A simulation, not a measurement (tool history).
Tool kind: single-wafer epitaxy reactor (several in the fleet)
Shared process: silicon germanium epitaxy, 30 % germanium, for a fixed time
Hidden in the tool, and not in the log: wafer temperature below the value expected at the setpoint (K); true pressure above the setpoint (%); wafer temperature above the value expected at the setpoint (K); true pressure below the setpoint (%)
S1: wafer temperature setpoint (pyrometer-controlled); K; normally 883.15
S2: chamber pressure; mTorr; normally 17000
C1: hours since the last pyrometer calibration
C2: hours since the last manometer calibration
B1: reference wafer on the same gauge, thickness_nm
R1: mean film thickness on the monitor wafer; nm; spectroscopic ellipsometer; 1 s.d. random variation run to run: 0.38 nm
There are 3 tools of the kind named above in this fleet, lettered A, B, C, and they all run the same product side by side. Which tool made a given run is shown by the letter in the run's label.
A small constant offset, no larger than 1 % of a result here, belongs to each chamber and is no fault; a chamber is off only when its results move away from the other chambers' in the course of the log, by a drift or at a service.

Run 1A, hour 3.8: usual settings; C1 1560.3; C2 140.4; B1 54.519. Result: R1 66.822 nm.
Run 2B, hour 8.6: usual settings; C1 1391; C2 934.5; B1 54.486. Result: R1 65.93 nm.
Run 3C, hour 13.9: usual settings; C1 384.8; C2 298.3; B1 54.467. Result: R1 66.052 nm.
Run 4B, hour 18: usual settings; C1 1400.4; C2 943.9; B1 54.546. Result: R1 66.306 nm.
Run 5A, hour 21.7: usual settings; C1 1578.2; C2 158.3; B1 54.512. Result: R1 66.79 nm.
Run 6C, hour 26.2: usual settings; C1 397.1; C2 310.6; B1 54.544. Result: R1 66.578 nm.
Run 7C, hour 33.4: usual settings; C1 404.3; C2 317.8; B1 54.566. Result: R1 66.622 nm.
Run 8A, hour 40: usual settings; C1 1596.5; C2 176.6; B1 54.606. Result: R1 65.948 nm.
Run 9B, hour 45.9: usual settings; C1 1428.3; C2 971.8; B1 54.573. Result: R1 66.482 nm.
Run 10C, hour 49.5: usual settings; C1 420.4; C2 333.9; B1 54.41. Result: R1 66.821 nm.
Run 11A, hour 53.6: usual settings; C1 1610.1; C2 190.2; B1 54.459. Result: R1 65.676 nm.
Run 12B, hour 58.3: usual settings but S1 871.15 K, S2 21100 mTorr; C1 1440.7; C2 984.2; B1 54.515. Result: R1 58.287 nm.
Run 13A, hour 65.1: usual settings but S1 871.15 K, S2 21100 mTorr; C1 1621.6; C2 201.7; B1 54.437. Result: R1 57.929 nm.
Run 14C, hour 69.8: usual settings but S1 871.15 K, S2 21100 mTorr; C1 440.7; C2 354.2; B1 54.473. Result: R1 58.25 nm.
Run 15B, hour 73.5: usual settings; C1 1455.9; C2 999.4; B1 54.55. Result: R1 65.507 nm.
Run 16B, hour 80.6: usual settings; C1 1463; C2 1006.5; B1 54.472. Result: R1 65.989 nm.
Run 17A, hour 86.3: usual settings; C1 1642.8; C2 222.9; B1 54.526. Result: R1 64.801 nm.
Run 18C, hour 89.9: usual settings; C1 460.8; C2 374.3; B1 54.545. Result: R1 66.511 nm.
Run 19C, hour 94.8: usual settings; C1 465.7; C2 379.2; B1 54.48. Result: R1 66.029 nm.
Run 20A, hour 99.8: usual settings; C1 1656.3; C2 236.4; B1 54.591. Result: R1 64.756 nm.
Run 21B, hour 103.7: usual settings; C1 1486.1; C2 1029.6; B1 54.461. Result: R1 66.367 nm.
Run 22B, hour 109.2: usual settings but S1 870.15 K, S2 15700 mTorr; C1 1491.6; C2 1035.1; B1 54.558. Result: R1 50.048 nm.
Run 23A, hour 114.7: usual settings but S1 870.15 K, S2 15700 mTorr; C1 1671.2; C2 251.3; B1 54.451. Result: R1 49.42 nm.
Run 24C, hour 120.1: usual settings but S1 870.15 K, S2 15700 mTorr; C1 491; C2 404.5; B1 54.508. Result: R1 51.124 nm.
Run 25B, hour 123.7: usual settings; C1 1506.1; C2 1049.6; B1 54.437. Result: R1 66.096 nm.
Run 26C, hour 127.2: usual settings; C1 498.1; C2 411.6; B1 54.515. Result: R1 65.693 nm.
Run 27A, hour 132.1: usual settings; C1 1688.6; C2 268.7; B1 54.519. Result: R1 64.042 nm.
Run 28A, hour 136.2: usual settings; C1 1692.7; C2 272.8; B1 54.472. Result: R1 63.331 nm.
Run 29B, hour 141: usual settings; C1 1523.4; C2 1066.9; B1 54.509. Result: R1 66.205 nm.

Read the log: is a single chamber off, either drifting away or since a service, is the gauge that measures every chamber drifting, or is nothing wrong beyond small per-chamber offsets? Name any odd chamber and what most likely caused it.

Little by little, chamber A moves away from the other chambers.
Cause: wafer temperature below the value expected at the setpoint (K) = 2.68.

Which of the 4 candidates below, each the usual settings with something changed and its results left as question marks, puts chamber A back in line with what the other chambers give on the usual settings?
In line means no further than this from the other chambers' mean on the usual settings: R1 1.3 nm
Run 30A-1, hour 146.2: usual settings but S1 879.15 K, S2 16600 mTorr. Result: R1 ?.
Run 30A-2, hour 146.2: usual settings but S1 881.15 K, S2 16800 mTorr. Result: R1 ?.
Run 30A-3, hour 146.2: usual settings but S1 885.15 K. Result: R1 ?.
Run 30A-4, hour 146.2: usual settings but S1 887.15 K, S2 17400 mTorr. Result: R1 ?.

Average result of the remaining chambers running the usual settings: R1 66.142 nm
  run      R1
30A-1  58.704
30A-2  61.148
30A-3   65.99
30A-4  69.019
The answer is 30A-3, which returns the chamber to within the allowed miss of the others.
